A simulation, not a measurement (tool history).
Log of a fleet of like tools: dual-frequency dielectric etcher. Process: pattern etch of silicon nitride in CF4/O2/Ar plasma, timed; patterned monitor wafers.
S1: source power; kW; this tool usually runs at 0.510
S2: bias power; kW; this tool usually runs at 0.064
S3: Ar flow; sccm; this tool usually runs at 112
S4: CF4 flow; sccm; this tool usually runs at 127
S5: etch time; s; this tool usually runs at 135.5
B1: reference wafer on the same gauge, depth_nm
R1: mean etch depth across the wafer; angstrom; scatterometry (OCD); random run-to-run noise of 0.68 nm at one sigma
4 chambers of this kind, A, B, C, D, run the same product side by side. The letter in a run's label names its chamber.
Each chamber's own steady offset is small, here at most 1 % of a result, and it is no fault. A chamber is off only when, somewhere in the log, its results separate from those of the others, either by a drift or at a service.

run   hour     S1     S2   S3   S4     S5      B1      R1
 1B    4.7  0.510  0.064  112  127  135.5  290.04  2915.9
 2C   11.5  0.510  0.064  112  127  135.5  290.03  2921.8
 3A   19.7  0.510  0.064  112  127  135.5  289.81  2898.7
 4D   26.2  0.510  0.064  112  127  135.5  289.90  2910.3
 5B   32.1  0.510  0.051  123  127  135.5  290.04  2647.6
 6D   38.8  0.510  0.051  123  127  135.5  289.89  2629.2
 7A   45.4  0.510  0.051  123  127  135.5  290.02  2621.6
 8C   50.1  0.510  0.051  123  127  135.5  289.98  2655.2
 9A   55.0  0.510  0.064  134  148  135.5  290.08  2888.9
10D   63.4  0.510  0.064  134  148  135.5  290.07  2881.5
11C   70.1  0.510  0.064  134  148  135.5  289.99  2917.5
12B   74.5  0.510  0.064  134  148  135.5  290.05  2885.3
13C   82.8  0.510  0.064  112  127  135.5  290.00  2920.9
14A   90.1  0.510  0.064  112  127  135.5  290.05  2892.0
15B   96.2  0.510  0.064  112  127  135.5  290.02  2923.8
16D  102.1  0.510  0.064  112  127  135.5  290.16  2914.0
17C  110.2  0.510  0.064  112  127  135.5  289.99  2919.9
18B  118.4  0.510  0.050  102  127  135.5  290.19  2680.1
19A  125.4  0.510  0.050  102  127  135.5  290.15  2665.0
20D  133.1  0.510  0.050  102  127  135.5  289.87  2673.4
21A  137.9  0.510  0.050  102  127  135.5  290.06  2669.9
22D  145.1  0.510  0.064  112  127  135.5  289.96  2913.8
     148.3  -- chamber D: wet clean of the chamber
     149.6  -- chamber A: Ar flow controller replaced
23C  150.6  0.510  0.064  112  127  135.5  290.03  2920.1
24B  159.2  0.510  0.064  112  127  135.5  289.92  2915.1
25B  163.2  0.510  0.064  112  127  135.5  290.01  2913.7
26D  170.7  0.510  0.064  112  127  135.5  289.95  2896.2
27A  174.9  0.510  0.064  112  127  135.5  289.87  2899.8
28C  180.7  0.510  0.064  112  127  135.5  290.22  2922.0
29D  186.1  0.510  0.064  112  127  135.5  290.08  2894.5
30A  192.8  0.510  0.064  112  127  135.5  289.99  2891.8
31C  198.3  0.560  0.064  112  155  135.5  290.18  3233.6
32B  206.1  0.560  0.064  112  155  135.5  289.96  3220.2
33A  214.8  0.560  0.064  112  155  135.5  289.96  3196.8

Is one chamber off against the others, does the gauge drift, or is nothing wrong? If a chamber is off, say which, and what the likeliest cause is.

Nothing is wrong: each chamber keeps only its own small, steady offset and the gauge holds still.
